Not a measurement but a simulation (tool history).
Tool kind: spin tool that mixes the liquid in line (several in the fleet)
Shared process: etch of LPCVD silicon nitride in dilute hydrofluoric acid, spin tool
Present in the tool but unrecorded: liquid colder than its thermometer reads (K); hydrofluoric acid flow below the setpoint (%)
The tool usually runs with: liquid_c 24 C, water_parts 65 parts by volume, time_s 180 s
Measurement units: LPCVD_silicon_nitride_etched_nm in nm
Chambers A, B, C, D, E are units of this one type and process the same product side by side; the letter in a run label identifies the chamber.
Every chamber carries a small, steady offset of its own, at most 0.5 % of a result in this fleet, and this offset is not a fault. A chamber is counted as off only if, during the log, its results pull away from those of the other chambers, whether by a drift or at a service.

run,hour,liquid_c,water_parts,time_s,hours since the thermometer was replaced,hours since the hydrofluoric acid flow meter was replaced,"read-back film thickness of the LPCVD silicon nitride reference wafer, read on the same gauge (nm)",LPCVD_silicon_nitride_etched_nm
1B,2.8,24,65,180,152.2,71.8,29.979,1.31910
2E,6.9,24,65,180,442.3,395.8,30.021,1.29680
3D,11.3,24,65,180,28.2,1318.4,30.007,1.37590
4C,16.5,24,65,180,261.0,152.1,29.967,1.29790
5A,19.0,24,65,180,1247.8,541.9,29.974,1.25730
6C,23.6,24,65,180,268.1,159.2,29.987,1.36120
7A,26.6,24,65,180,1255.4,549.5,29.968,1.28830
8B,29.9,24,35,180,179.3,98.9,29.983,2.33800
9D,34.2,24,35,180,51.1,1341.3,30.017,2.38710
10E,38.3,24,35,180,473.7,427.2,30.023,2.43480
11B,42.6,24,35,180,192.0,111.6,30.011,2.34270
12A,46.6,24,35,180,1275.4,569.5,30.032,2.40520
13D,49.5,24,65,80,66.4,1356.6,29.982,0.57610
14E,53.8,24,65,80,489.2,442.7,29.966,0.57975
15C,56.8,24,65,80,301.3,192.4,30.000,0.58499
16E,61.9,24,65,80,497.3,450.8,30.016,0.59375
17B,66.9,24,65,80,216.3,135.9,29.947,0.53814
18A,70.0,24,65,180,1298.8,592.9,29.968,1.30160
19C,73.2,24,65,180,317.7,208.8,29.970,1.29810
20D,76.1,24,65,180,93.0,1383.2,29.996,1.31410
21D,81.1,27,65,220,98.0,1388.2,29.994,2.00490
22B,85.5,27,65,220,234.9,154.5,29.981,1.75000
23C,90.4,27,65,220,334.9,226.0,30.001,1.94070
24A,94.1,27,65,220,1322.9,617.0,29.983,1.89160
25E,98.9,27,65,220,534.3,487.8,29.994,2.02970
26D,103.7,24,65,180,120.6,1410.8,30.008,1.32780
27E,108.7,24,65,180,544.1,497.6,29.985,1.34640
28B,112.7,24,65,180,262.1,181.7,30.002,1.14050
29C,115.9,24,65,180,360.4,251.5,30.018,1.27740
30A,118.4,24,65,180,1347.2,641.3,29.986,1.29140
31A,122.9,24,65,180,1351.7,645.8,30.031,1.35480
32D,127.8,24,65,180,144.7,1434.9,29.990,1.37170

All chambers now run identical settings, listed one chamber a line with results as question marks. What results will each chamber show?
33A,131.5,24,65,180,,,,?
33B,131.5,24,65,180,,,,?
33C,131.5,24,65,180,,,,?
33D,131.5,24,65,180,,,,?
33E,131.5,24,65,180,,,,?

run,LPCVD_silicon_nitride_etched_nm
33A,1.26220
33B,1.14580
33C,1.23580
33D,1.32670
33E,1.33550
